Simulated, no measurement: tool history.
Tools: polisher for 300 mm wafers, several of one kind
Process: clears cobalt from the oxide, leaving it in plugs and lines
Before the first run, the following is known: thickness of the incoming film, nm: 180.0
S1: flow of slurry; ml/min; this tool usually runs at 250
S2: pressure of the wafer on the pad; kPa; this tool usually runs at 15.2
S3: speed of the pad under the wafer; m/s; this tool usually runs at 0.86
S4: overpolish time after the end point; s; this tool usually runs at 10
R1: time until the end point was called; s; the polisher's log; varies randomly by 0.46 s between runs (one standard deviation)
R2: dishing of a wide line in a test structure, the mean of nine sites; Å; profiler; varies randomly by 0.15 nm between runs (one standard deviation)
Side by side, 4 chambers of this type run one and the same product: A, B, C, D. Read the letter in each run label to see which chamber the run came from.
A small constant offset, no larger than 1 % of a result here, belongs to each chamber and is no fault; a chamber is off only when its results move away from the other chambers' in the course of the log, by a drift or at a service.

| run | hour | S1 | S2 | S3 | S4 | R1 | R2 |
|---|---|---|---|---|---|---|---|
|  | 0.4 | chamber B: worn pad replaced by a new one |
| 1A | 8.6 | 250 | 15.2 | 0.86 | 10 | 35.779 | 82.253 |
| 2B | 16.2 | 250 | 15.2 | 0.86 | 10 | 35.892 | 81.611 |
|  | 21.8 | chamber A: head pressure recalibrated |
| 3D | 27.3 | 250 | 15.2 | 0.86 | 10 | 36.071 | 83.703 |
|  | 31.6 | chamber A: worn pad replaced by a new one |
| 4C | 37.8 | 250 | 15.2 | 0.86 | 10 | 35.93 | 81.675 |
| 5A | 49 | 250 | 15.2 | 0.86 | 10 | 35.375 | 82.647 |
|  | 59.1 | chamber C: worn pad replaced by a new one |
| 6C | 60.6 | 250 | 15.2 | 0.86 | 10 | 36.24 | 83.187 |
|  | 64.3 | chamber B: worn pad replaced by a new one |
| 7D | 69.6 | 250 | 15.2 | 0.86 | 10 | 36.211 | 80.561 |
| 8B | 81.2 | 250 | 15.2 | 0.86 | 10 | 35.944 | 84.028 |
| 9A | 91.8 | 250 | 15.2 | 0.86 | 10 | 35.202 | 83.305 |
| 10C | 102 | 250 | 15.2 | 0.86 | 10 | 35.007 | 84.747 |
|  | 106.7 | chamber D: worn pad replaced by a new one |
| 11B | 107.8 | 250 | 15.2 | 0.86 | 10 | 35.915 | 81.556 |
| 12D | 118.7 | 250 | 15.2 | 0.86 | 10 | 34.814 | 85.305 |
| 13D | 129 | 250 | 15.2 | 0.86 | 10 | 34.964 | 82.171 |
| 14A | 134.6 | 250 | 15.2 | 0.86 | 10 | 36.009 | 82.513 |
|  | 134.7 | chamber C: worn pad replaced by a new one |
|  | 141.7 | chamber A: worn pad replaced by a new one |
| 15C | 143.1 | 250 | 15.2 | 0.86 | 10 | 35.574 | 81.234 |
|  | 147.8 | chamber B: worn pad replaced by a new one |
| 16B | 153.9 | 250 | 15.2 | 0.86 | 10 | 34.87 | 83.67 |
| 17A | 160.6 | 250 | 15.2 | 0.86 | 10 | 35.652 | 82.888 |
| 18B | 169.7 | 170 | 17.9 | 0.86 | 10 | 32.164 | 83.667 |
| 19D | 180.8 | 170 | 17.9 | 0.86 | 10 | 31.909 | 83.163 |
| 20C | 188.1 | 170 | 17.9 | 0.86 | 10 | 31.313 | 81.764 |
| 21A | 200 | 170 | 17.9 | 0.86 | 10 | 31.69 | 84.21 |
|  | 204.8 | chamber C: slurry nozzle cleaned |
| 22C | 209.2 | 330 | 15.2 | 0.86 | 10 | 34.119 | 84.65 |
|  | 215.4 | chamber C: worn pad replaced by a new one |
|  | 218.1 | chamber D: worn pad replaced by a new one |
| 23B | 221 | 330 | 15.2 | 0.86 | 10 | 34.311 | 85.262 |
|  | 223.1 | chamber B: worn pad replaced by a new one |
| 24D | 227.9 | 330 | 15.2 | 0.86 | 10 | 34.03 | 83.806 |
| 25D | 235.2 | 330 | 15.2 | 0.86 | 10 | 34.956 | 82.038 |
|  | 238.9 | chamber A: worn pad replaced by a new one |
| 26B | 243.9 | 250 | 15.2 | 0.86 | 10 | 36.143 | 81.86 |
| 27C | 254.9 | 250 | 15.2 | 0.86 | 10 | 35.139 | 83.894 |
| 28A | 264.3 | 250 | 15.2 | 0.86 | 10 | 36.171 | 82.063 |
|  | 273.5 | chamber D: slurry nozzle cleaned |
| 29C | 275.9 | 290 | 15.2 | 0.86 | 4 | 35.228 | 76.222 |
| 30A | 285.1 | 290 | 15.2 | 0.86 | 4 | 35.196 | 77.541 |
|  | 287.6 | chamber B: worn pad replaced by a new one |
| 31D | 295.8 | 290 | 15.2 | 0.86 | 4 | 36.021 | 74.32 |
|  | 302.8 | chamber C: worn pad replaced by a new one |
| 32B | 303 | 290 | 15.2 | 0.86 | 4 | 34.703 | 73.321 |
| 33D | 311.6 | 250 | 15.2 | 0.86 | 10 | 36.191 | 83.799 |
| 34C | 317.8 | 250 | 15.2 | 0.86 | 10 | 35.886 | 82.105 |
| 35B | 326.9 | 250 | 15.2 | 0.86 | 10 | 35.809 | 83.354 |
| 36A | 338.4 | 250 | 15.2 | 0.86 | 7 | 35.878 | 83.261 |
| 37A | 348.8 | 250 | 15.2 | 0.86 | 7 | 35.603 | 81.863 |
|  | 354.3 | chamber D: worn pad replaced by a new one |
| 38C | 355.9 | 250 | 15.2 | 0.86 | 7 | 35.167 | 81.766 |
| 39D | 363.7 | 250 | 15.2 | 0.86 | 7 | 35.462 | 81.473 |

What goes on in this fleet: one chamber off, a drifting gauge, or nothing beyond the chambers' own small offsets? Name the chamber and the cause, if any.

The fleet is healthy, with each chamber sitting at its usual small offset and no drift in the gauge.
